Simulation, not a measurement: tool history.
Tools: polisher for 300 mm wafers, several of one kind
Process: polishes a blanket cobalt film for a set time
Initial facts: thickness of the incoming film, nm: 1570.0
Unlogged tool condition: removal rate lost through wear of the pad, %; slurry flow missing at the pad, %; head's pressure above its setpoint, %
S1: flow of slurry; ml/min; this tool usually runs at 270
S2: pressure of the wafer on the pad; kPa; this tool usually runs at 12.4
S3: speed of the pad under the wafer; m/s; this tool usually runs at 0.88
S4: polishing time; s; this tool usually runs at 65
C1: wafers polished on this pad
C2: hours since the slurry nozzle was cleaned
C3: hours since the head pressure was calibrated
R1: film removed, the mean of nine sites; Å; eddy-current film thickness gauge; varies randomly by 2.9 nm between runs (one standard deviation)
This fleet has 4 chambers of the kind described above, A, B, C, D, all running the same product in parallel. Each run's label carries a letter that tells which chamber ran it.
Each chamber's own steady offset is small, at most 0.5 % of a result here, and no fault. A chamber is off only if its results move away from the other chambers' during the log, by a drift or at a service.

-- hour=1.2 chamber C: worn pad replaced by a new one
-- hour=4.0 chamber A: worn pad replaced by a new one
run 1C hour=13.4 | S1=270 S2=12.4 S3=0.88 S4=65 | C1=166 C2=191.3 C3=193.7 | R1=2864.1
run 2B hour=26.8 | S1=270 S2=12.4 S3=0.88 S4=65 | C1=780 C2=203.9 C3=293.1 | R1=2866.0
run 3D hour=33.8 | S1=270 S2=12.4 S3=0.88 S4=65 | C1=664 C2=154.4 C3=532.4 | R1=2781.8
-- hour=38.6 chamber B: worn pad replaced by a new one
run 4A hour=47.2 | S1=270 S2=12.4 S3=0.88 S4=65 | C1=587 C2=188.0 C3=807.5 | R1=2807.3
run 5C hour=60.4 | S1=270 S2=12.4 S3=1.04 S4=65 | C1=805 C2=238.3 C3=240.7 | R1=3351.8
-- hour=70.9 chamber A: worn pad replaced by a new one
run 6A hour=71.8 | S1=270 S2=12.4 S3=1.04 S4=65 | C1=13 C2=212.6 C3=832.1 | R1=3387.7
-- hour=74.0 chamber D: worn pad replaced by a new one
run 7D hour=82.9 | S1=270 S2=12.4 S3=1.04 S4=65 | C1=122 C2=203.5 C3=581.5 | R1=3292.8
-- hour=88.3 chamber C: worn pad replaced by a new one
run 8B hour=91.9 | S1=270 S2=12.4 S3=1.04 S4=65 | C1=725 C2=269.0 C3=358.2 | R1=3303.5
-- hour=94.9 chamber D: slurry nozzle cleaned
run 9C hour=100.4 | S1=270 S2=12.4 S3=0.88 S4=83 | C1=165 C2=278.3 C3=280.7 | R1=3616.5
-- hour=104.8 chamber B: worn pad replaced by a new one
run 10B hour=106.9 | S1=270 S2=12.4 S3=0.88 S4=83 | C1=29 C2=284.0 C3=373.2 | R1=3645.1
run 11D hour=115.0 | S1=270 S2=12.4 S3=0.88 S4=83 | C1=558 C2=20.1 C3=613.6 | R1=3536.8
run 12A hour=122.6 | S1=270 S2=12.4 S3=0.88 S4=83 | C1=704 C2=263.4 C3=882.9 | R1=3605.3
run 13D hour=131.9 | S1=270 S2=12.4 S3=0.88 S4=65 | C1=788 C2=37.0 C3=630.5 | R1=2866.6
run 14A hour=141.1 | S1=270 S2=12.4 S3=0.88 S4=65 | C1=955 C2=281.9 C3=901.4 | R1=2789.4
-- hour=146.9 chamber A: worn pad replaced by a new one
run 15C hour=151.8 | S1=270 S2=12.4 S3=0.88 S4=65 | C1=864 C2=329.7 C3=332.1 | R1=2844.4
-- hour=159.7 chamber D: worn pad replaced by a new one
run 16B hour=165.4 | S1=270 S2=12.4 S3=0.88 S4=65 | C1=825 C2=342.5 C3=431.7 | R1=2807.8
-- hour=172.9 chamber B: worn pad replaced by a new one
-- hour=177.8 chamber C: worn pad replaced by a new one
run 17D hour=179.8 | S1=270 S2=12.4 S3=0.88 S4=65 | C1=274 C2=84.9 C3=678.4 | R1=2850.1
run 18C hour=194.6 | S1=270 S2=12.4 S3=0.88 S4=65 | C1=229 C2=372.5 C3=374.9 | R1=2836.7
run 19B hour=202.9 | S1=270 S2=12.4 S3=0.88 S4=65 | C1=408 C2=380.0 C3=469.2 | R1=2831.6
run 20A hour=212.1 | S1=270 S2=12.4 S3=0.88 S4=65 | C1=887 C2=352.9 C3=972.4 | R1=2849.7
-- hour=221.6 chamber A: worn pad replaced by a new one
run 21A hour=222.5 | S1=270 S2=12.4 S3=0.88 S4=65 | C1=12 C2=363.3 C3=982.8 | R1=2843.5
-- hour=229.8 chamber D: head pressure recalibrated
-- hour=235.6 chamber B: worn pad replaced by a new one
run 22C hour=237.3 | S1=205 S2=10.3 S3=0.88 S4=65 | C1=810 C2=415.2 C3=417.6 | R1=2279.9
-- hour=238.5 chamber D: worn pad replaced by a new one
run 23D hour=251.3 | S1=205 S2=10.3 S3=0.88 S4=65 | C1=174 C2=156.4 C3=21.6 | R1=2271.7
-- hour=256.2 chamber B: slurry nozzle cleaned
-- hour=264.0 chamber C: worn pad replaced by a new one
run 24B hour=265.2 | S1=205 S2=10.3 S3=0.88 S4=65 | C1=403 C2=9.0 C3=531.5 | R1=2286.2
run 25D hour=276.4 | S1=205 S2=10.3 S3=0.88 S4=65 | C1=515 C2=181.5 C3=46.7 | R1=2235.6
run 26A hour=289.7 | S1=270 S2=12.4 S3=0.88 S4=65 | C1=926 C2=430.5 C3=1050.0 | R1=2814.4
-- hour=295.8 chamber C: slurry nozzle cleaned
-- hour=297.9 chamber B: worn pad replaced by a new one
run 27B hour=304.2 | S1=270 S2=12.4 S3=0.88 S4=65 | C1=86 C2=48.0 C3=570.5 | R1=2810.3
run 28C hour=318.9 | S1=270 S2=9.0 S3=0.98 S4=65 | C1=747 C2=23.1 C3=499.2 | R1=2291.6
run 29B hour=334.0 | S1=270 S2=9.0 S3=0.98 S4=65 | C1=491 C2=77.8 C3=600.3 | R1=2289.2

All 4 chambers run these settings next. Forecast each chamber's results:
run 30A hour=344.9 | S1=270 S2=12.4 S3=0.70 S4=65 | R1=?
run 30B hour=344.9 | S1=270 S2=12.4 S3=0.70 S4=65 | R1=?
run 30C hour=344.9 | S1=270 S2=12.4 S3=0.70 S4=65 | R1=?
run 30D hour=344.9 | S1=270 S2=12.4 S3=0.70 S4=65 | R1=?

run=30A R1=2200.9
run=30B R1=2218.5
run=30C R1=2242.0
run=30D R1=2207.7

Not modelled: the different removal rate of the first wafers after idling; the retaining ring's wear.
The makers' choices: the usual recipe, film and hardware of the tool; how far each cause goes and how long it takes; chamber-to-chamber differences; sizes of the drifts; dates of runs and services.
